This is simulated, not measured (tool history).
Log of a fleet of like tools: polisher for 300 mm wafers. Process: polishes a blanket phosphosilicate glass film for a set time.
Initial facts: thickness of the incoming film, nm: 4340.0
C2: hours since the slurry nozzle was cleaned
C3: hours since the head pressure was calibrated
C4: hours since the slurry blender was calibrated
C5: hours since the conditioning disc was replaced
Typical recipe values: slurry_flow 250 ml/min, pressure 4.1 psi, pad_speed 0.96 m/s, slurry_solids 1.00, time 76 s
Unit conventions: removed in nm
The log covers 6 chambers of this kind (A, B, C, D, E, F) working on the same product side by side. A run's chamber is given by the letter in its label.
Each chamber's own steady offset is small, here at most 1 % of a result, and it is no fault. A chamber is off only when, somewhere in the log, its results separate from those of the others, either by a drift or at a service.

{"day": 0.171, "done": "chamber B: worn pad replaced by a new one"}
{"day": 0.321, "done": "chamber D: worn pad replaced by a new one"}
{"run": "1C", "day": 0.629, "slurry_flow": 250, "pressure": 4.1, "pad_speed": 0.96, "slurry_solids": 1.0, "time": 76, "wafers polished on this pad": 1248, "C2": 170.9, "C3": 424.8, "C4": 113.1, "C5": 170.0, "removed": 843.06}
{"day": 1.021, "done": "chamber C: slurry blender recalibrated"}
{"day": 1.062, "done": "chamber C: worn pad replaced by a new one"}
{"run": "2B", "day": 1.296, "slurry_flow": 250, "pressure": 4.1, "pad_speed": 0.96, "slurry_solids": 1.0, "time": 76, "wafers polished on this pad": 359, "C2": 365.4, "C3": 333.0, "C4": 262.9, "C5": 70.5, "removed": 828.02}
{"day": 1.325, "done": "chamber F: worn pad replaced by a new one"}
{"day": 1.35, "done": "chamber D: conditioning disc replaced and pad reconditioned"}
{"run": "3F", "day": 1.954, "slurry_flow": 250, "pressure": 4.1, "pad_speed": 0.96, "slurry_solids": 1.0, "time": 76, "wafers polished on this pad": 201, "C2": 224.5, "C3": 734.4, "C4": 49.9, "C5": 101.0, "removed": 845.47}
{"run": "4D", "day": 2.342, "slurry_flow": 250, "pressure": 4.1, "pad_speed": 0.96, "slurry_solids": 1.0, "time": 76, "wafers polished on this pad": 645, "C2": 510.2, "C3": 202.7, "C4": 67.2, "C5": 23.9, "removed": 831.63}
{"day": 2.371, "done": "chamber E: worn pad replaced by a new one"}
{"day": 2.417, "done": "chamber A: conditioning disc replaced and pad reconditioned"}
{"run": "5E", "day": 2.792, "slurry_flow": 220, "pressure": 4.1, "pad_speed": 0.96, "slurry_solids": 1.0, "time": 76, "wafers polished on this pad": 134, "C2": 196.6, "C3": 413.5, "C4": 109.1, "C5": 88.6, "removed": 830.45}
{"day": 3.075, "done": "chamber A: worn pad replaced by a new one"}
{"run": "6A", "day": 3.354, "slurry_flow": 220, "pressure": 4.1, "pad_speed": 0.96, "slurry_solids": 1.0, "time": 76, "wafers polished on this pad": 90, "C2": 301.5, "C3": 720.6, "C4": 196.0, "C5": 22.5, "removed": 840.12}
{"day": 3.392, "done": "chamber A: head pressure recalibrated"}
{"run": "7E", "day": 3.7, "slurry_flow": 220, "pressure": 4.1, "pad_speed": 0.96, "slurry_solids": 1.0, "time": 76, "wafers polished on this pad": 424, "C2": 218.4, "C3": 435.3, "C4": 130.9, "C5": 110.4, "removed": 827.76}
{"day": 3.783, "done": "chamber D: worn pad replaced by a new one"}
{"run": "8F", "day": 4.133, "slurry_flow": 220, "pressure": 4.1, "pad_speed": 0.96, "slurry_solids": 1.0, "time": 76, "wafers polished on this pad": 897, "C2": 276.8, "C3": 786.7, "C4": 102.2, "C5": 153.3, "removed": 837.17}
{"run": "9D", "day": 4.675, "slurry_flow": 220, "pressure": 4.1, "pad_speed": 0.96, "slurry_solids": 1.0, "time": 76, "wafers polished on this pad": 284, "C2": 566.2, "C3": 258.7, "C4": 123.2, "C5": 79.9, "removed": 844.36}
{"day": 4.742, "done": "chamber B: worn pad replaced by a new one"}
{"run": "10B", "day": 5.025, "slurry_flow": 220, "pressure": 4.1, "pad_speed": 0.96, "slurry_solids": 1.0, "time": 76, "wafers polished on this pad": 90, "C2": 454.9, "C3": 422.5, "C4": 352.4, "C5": 160.0, "removed": 810.82}
{"day": 5.162, "done": "chamber C: slurry blender recalibrated"}
{"run": "11C", "day": 5.346, "slurry_flow": 250, "pressure": 4.1, "pad_speed": 0.96, "slurry_solids": 1.0, "time": 76, "wafers polished on this pad": 1368, "C2": 284.1, "C3": 538.0, "C4": 4.5, "C5": 283.2, "removed": 825.08}
{"day": 5.571, "done": "chamber A: slurry blender recalibrated"}
{"day": 5.65, "done": "chamber F: worn pad replaced by a new one"}
{"day": 5.658, "done": "chamber F: head pressure recalibrated"}
{"run": "12A", "day": 6.029, "slurry_flow": 250, "pressure": 4.1, "pad_speed": 0.96, "slurry_solids": 1.0, "time": 76, "wafers polished on this pad": 944, "C2": 365.7, "C3": 63.4, "C4": 11.1, "C5": 86.7, "removed": 836.48}
{"day": 6.033, "done": "chamber E: worn pad replaced by a new one"}
{"day": 6.288, "done": "chamber E: slurry blender recalibrated"}
{"day": 6.292, "done": "chamber C: worn pad replaced by a new one"}
{"day": 6.333, "done": "chamber B: slurry blender recalibrated"}
{"run": "13E", "day": 6.562, "slurry_flow": 250, "pressure": 4.1, "pad_speed": 0.96, "slurry_solids": 1.0, "time": 76, "wafers polished on this pad": 169, "C2": 287.1, "C3": 504.0, "C4": 6.6, "C5": 179.1, "removed": 832.63}
{"run": "14F", "day": 6.862, "slurry_flow": 250, "pressure": 4.1, "pad_speed": 0.96, "slurry_solids": 1.0, "time": 76, "wafers polished on this pad": 387, "C2": 342.3, "C3": 28.9, "C4": 167.7, "C5": 218.8, "removed": 845.78}
{"day": 7.2, "done": "chamber A: worn pad replaced by a new one"}
{"run": "15B", "day": 7.412, "slurry_flow": 250, "pressure": 4.1, "pad_speed": 0.96, "slurry_solids": 1.0, "time": 76, "wafers polished on this pad": 853, "C2": 512.2, "C3": 479.8, "C4": 25.9, "C5": 217.3, "removed": 829.81}
{"day": 7.617, "done": "chamber D: worn pad replaced by a new one"}
{"run": "16D", "day": 7.767, "slurry_flow": 250, "pressure": 4.1, "pad_speed": 0.96, "slurry_solids": 1.15, "time": 76, "wafers polished on this pad": 48, "C2": 640.4, "C3": 332.9, "C4": 197.4, "C5": 154.1, "removed": 911.2}
{"run": "17A", "day": 8.433, "slurry_flow": 250, "pressure": 4.1, "pad_speed": 0.96, "slurry_solids": 1.15, "time": 76, "wafers polished on this pad": 394, "C2": 423.4, "C3": 121.1, "C4": 68.8, "C5": 144.4, "removed": 909.87}
{"day": 8.483, "done": "chamber D: slurry blender recalibrated"}
{"day": 8.796, "done": "chamber D: conditioning disc replaced and pad reconditioned"}
{"run": "18C", "day": 8.967, "slurry_flow": 250, "pressure": 4.1, "pad_speed": 0.96, "slurry_solids": 1.15, "time": 76, "wafers polished on this pad": 855, "C2": 371.0, "C3": 624.9, "C4": 91.4, "C5": 370.1, "removed": 910.56}
{"day": 9.212, "done": "chamber F: slurry nozzle cleaned"}
{"day": 9.321, "done": "chamber C: slurry blender recalibrated"}
{"run": "19F", "day": 9.638, "slurry_flow": 250, "pressure": 4.1, "pad_speed": 0.96, "slurry_solids": 1.15, "time": 76, "wafers polished on this pad": 1273, "C2": 10.2, "C3": 95.5, "C4": 234.3, "C5": 285.4, "removed": 893.3}
{"day": 9.654, "done": "chamber B: worn pad replaced by a new one"}
{"day": 9.721, "done": "chamber F: worn pad replaced by a new one"}
{"day": 9.812, "done": "chamber E: worn pad replaced by a new one"}
{"run": "20A", "day": 9.962, "slurry_flow": 250, "pressure": 4.1, "pad_speed": 0.96, "slurry_solids": 1.15, "time": 76, "wafers polished on this pad": 882, "C2": 460.1, "C3": 157.8, "C4": 105.5, "C5": 181.1, "removed": 900.09}
{"run": "21E", "day": 10.275, "slurry_flow": 250, "pressure": 4.1, "pad_speed": 0.96, "slurry_solids": 1.15, "time": 76, "wafers polished on this pad": 148, "C2": 376.2, "C3": 593.1, "C4": 95.7, "C5": 268.2, "removed": 903.36}
{"run": "22C", "day": 10.604, "slurry_flow": 250, "pressure": 4.1, "pad_speed": 0.96, "slurry_solids": 1.0, "time": 76, "wafers polished on this pad": 1378, "C2": 410.3, "C3": 664.2, "C4": 30.8, "C5": 409.4, "removed": 831.73}
{"day": 10.792, "done": "chamber B: head pressure recalibrated"}
{"day": 10.854, "done": "chamber C: worn pad replaced by a new one"}
{"day": 11.242, "done": "chamber A: worn pad replaced by a new one"}
{"day": 11.267, "done": "chamber C: slurry nozzle cleaned"}
{"run": "23B", "day": 11.279, "slurry_flow": 250, "pressure": 3.6, "pad_speed": 0.96, "slurry_solids": 1.0, "time": 76, "wafers polished on this pad": 520, "C2": 605.0, "C3": 11.8, "C4": 118.7, "C5": 310.1, "removed": 727.68}
{"run": "24D", "day": 11.704, "slurry_flow": 250, "pressure": 3.6, "pad_speed": 0.96, "slurry_solids": 1.0, "time": 76, "wafers polished on this pad": 1306, "C2": 734.9, "C3": 427.4, "C4": 77.4, "C5": 69.8, "removed": 710.25}
{"day": 12.071, "done": "chamber D: worn pad replaced by a new one"}
{"run": "25B", "day": 12.171, "slurry_flow": 250, "pressure": 3.6, "pad_speed": 0.96, "slurry_solids": 1.0, "time": 76, "wafers polished on this pad": 804, "C2": 626.4, "C3": 33.2, "C4": 140.1, "C5": 331.5, "removed": 730.63}
{"run": "26A", "day": 12.575, "slurry_flow": 250, "pressure": 3.6, "pad_speed": 0.96, "slurry_solids": 1.0, "time": 76, "wafers polished on this pad": 426, "C2": 522.8, "C3": 220.5, "C4": 168.2, "C5": 243.8, "removed": 748.42}
{"day": 12.662, "done": "chamber B: conditioning disc replaced and pad reconditioned"}
{"run": "27F", "day": 12.904, "slurry_flow": 250, "pressure": 3.6, "pad_speed": 0.96, "slurry_solids": 1.0, "time": 76, "wafers polished on this pad": 1017, "C2": 88.6, "C3": 173.9, "C4": 312.7, "C5": 363.8, "removed": 749.37}
{"day": 13.058, "done": "chamber E: conditioning disc replaced and pad reconditioned"}
{"day": 13.079, "done": "chamber A: conditioning disc replaced and pad reconditioned"}
{"day": 13.212, "done": "chamber D: slurry nozzle cleaned"}
{"day": 13.342, "done": "chamber C: slurry blender recalibrated"}
{"day": 13.462, "done": "chamber E: slurry blender recalibrated"}
{"run": "28D", "day": 13.554, "slurry_flow": 250, "pressure": 3.6, "pad_speed": 0.96, "slurry_solids": 1.0, "time": 76, "wafers polished on this pad": 474, "C2": 8.2, "C3": 471.8, "C4": 121.8, "C5": 114.2, "removed": 734.19}
{"day": 13.596, "done": "chamber B: worn pad replaced by a new one"}
{"day": 13.862, "done": "chamber E: worn pad replaced by a new one"}
{"day": 13.871, "done": "chamber F: conditioning disc replaced and pad reconditioned"}
{"run": "29C", "day": 13.892, "slurry_flow": 250, "pressure": 4.1, "pad_speed": 0.96, "slurry_solids": 1.0, "time": 76, "wafers polished on this pad": 970, "C2": 63.1, "C3": 743.1, "C4": 13.2, "C5": 488.3, "removed": 848.37}
{"day": 14.096, "done": "chamber F: worn pad replaced by a new one"}
{"run": "30E", "day": 14.392, "slurry_flow": 250, "pressure": 4.1, "pad_speed": 0.96, "slurry_solids": 1.0, "time": 76, "wafers polished on this pad": 170, "C2": 475.0, "C3": 691.9, "C4": 22.4, "C5": 32.1, "removed": 855.94}
{"day": 14.767, "done": "chamber A: slurry blender recalibrated"}
{"run": "31C", "day": 15.067, "slurry_flow": 250, "pressure": 4.1, "pad_speed": 0.96, "slurry_solids": 1.0, "time": 76, "wafers polished on this pad": 1345, "C2": 91.3, "C3": 771.3, "C4": 41.4, "C5": 516.5, "removed": 851.81}
{"day": 15.192, "done": "chamber C: conditioning disc replaced and pad reconditioned"}
{"day": 15.529, "done": "chamber D: worn pad replaced by a new one"}
{"run": "32B", "day": 15.642, "slurry_flow": 250, "pressure": 4.1, "pad_speed": 0.96, "slurry_solids": 1.0, "time": 76, "wafers polished on this pad": 653, "C2": 709.7, "C3": 116.5, "C4": 223.4, "C5": 71.6, "removed": 841.05}
{"day": 15.775, "done": "chamber A: worn pad replaced by a new one"}
{"day": 15.779, "done": "chamber C: worn pad replaced by a new one"}
{"run": "33F", "day": 16.046, "slurry_flow": 250, "pressure": 4.1, "pad_speed": 0.96, "slurry_solids": 1.0, "time": 76, "wafers polished on this pad": 623, "C2": 164.0, "C3": 249.3, "C4": 388.1, "C5": 52.3, "removed": 871.8}
{"run": "34A", "day": 16.4, "slurry_flow": 250, "pressure": 4.1, "pad_speed": 0.96, "slurry_solids": 1.0, "time": 76, "wafers polished on this pad": 200, "C2": 614.6, "C3": 312.3, "C4": 39.2, "C5": 79.7, "removed": 828.55}
{"day": 16.871, "done": "chamber D: slurry blender recalibrated"}
{"day": 16.971, "done": "chamber D: conditioning disc replaced and pad reconditioned"}
{"run": "35D", "day": 17.079, "slurry_flow": 250, "pressure": 4.1, "pad_speed": 0.96, "slurry_solids": 1.0, "time": 76, "wafers polished on this pad": 494, "C2": 92.8, "C3": 556.4, "C4": 5.0, "C5": 2.7, "removed": 855.39}
{"day": 17.362, "done": "chamber C: slurry blender recalibrated"}
{"day": 17.546, "done": "chamber E: worn pad replaced by a new one"}
{"run": "36E", "day": 17.596, "slurry_flow": 250, "pressure": 4.1, "pad_speed": 0.96, "slurry_solids": 1.0, "time": 76, "wafers polished on this pad": 17, "C2": 551.9, "C3": 768.8, "C4": 99.3, "C5": 109.0, "removed": 848.23}
{"run": "37C", "day": 17.921, "slurry_flow": 250, "pressure": 4.1, "pad_speed": 0.96, "slurry_solids": 1.0, "time": 76, "wafers polished on this pad": 685, "C2": 159.8, "C3": 839.8, "C4": 13.5, "C5": 65.5, "removed": 849.09}
{"day": 18.125, "done": "chamber F: worn pad replaced by a new one"}
{"day": 18.392, "done": "chamber F: slurry blender recalibrated"}
{"run": "38E", "day": 18.412, "slurry_flow": 250, "pressure": 4.1, "pad_speed": 0.96, "slurry_solids": 1.0, "time": 76, "wafers polished on this pad": 277, "C2": 571.5, "C3": 788.4, "C4": 118.9, "C5": 128.6, "removed": 862.64}
{"day": 18.738, "done": "chamber B: worn pad replaced by a new one"}
{"day": 18.758, "done": "chamber B: slurry nozzle cleaned"}
{"run": "39D", "day": 18.992, "slurry_flow": 205, "pressure": 4.1, "pad_speed": 0.96, "slurry_solids": 1.0, "time": 76, "wafers polished on this pad": 1105, "C2": 138.7, "C3": 602.3, "C4": 50.9, "C5": 48.6, "removed": 807.17}
{"run": "40F", "day": 19.55, "slurry_flow": 205, "pressure": 4.1, "pad_speed": 0.96, "slurry_solids": 1.0, "time": 76, "wafers polished on this pad": 455, "C2": 248.1, "C3": 333.4, "C4": 27.8, "C5": 136.4, "removed": 830.58}
{"day": 19.846, "done": "chamber B: slurry blender recalibrated"}
{"run": "41B", "day": 20.033, "slurry_flow": 205, "pressure": 4.1, "pad_speed": 0.96, "slurry_solids": 1.0, "time": 76, "wafers polished on this pad": 414, "C2": 30.6, "C3": 221.9, "C4": 4.6, "C5": 177.0, "removed": 822.57}

What goes on in this fleet: one chamber off, a drifting gauge, or nothing beyond the chambers' own small offsets? Name the chamber and the cause, if any.

Neither any chamber nor the gauge drifts; the chambers differ only by their own small, steady offsets.

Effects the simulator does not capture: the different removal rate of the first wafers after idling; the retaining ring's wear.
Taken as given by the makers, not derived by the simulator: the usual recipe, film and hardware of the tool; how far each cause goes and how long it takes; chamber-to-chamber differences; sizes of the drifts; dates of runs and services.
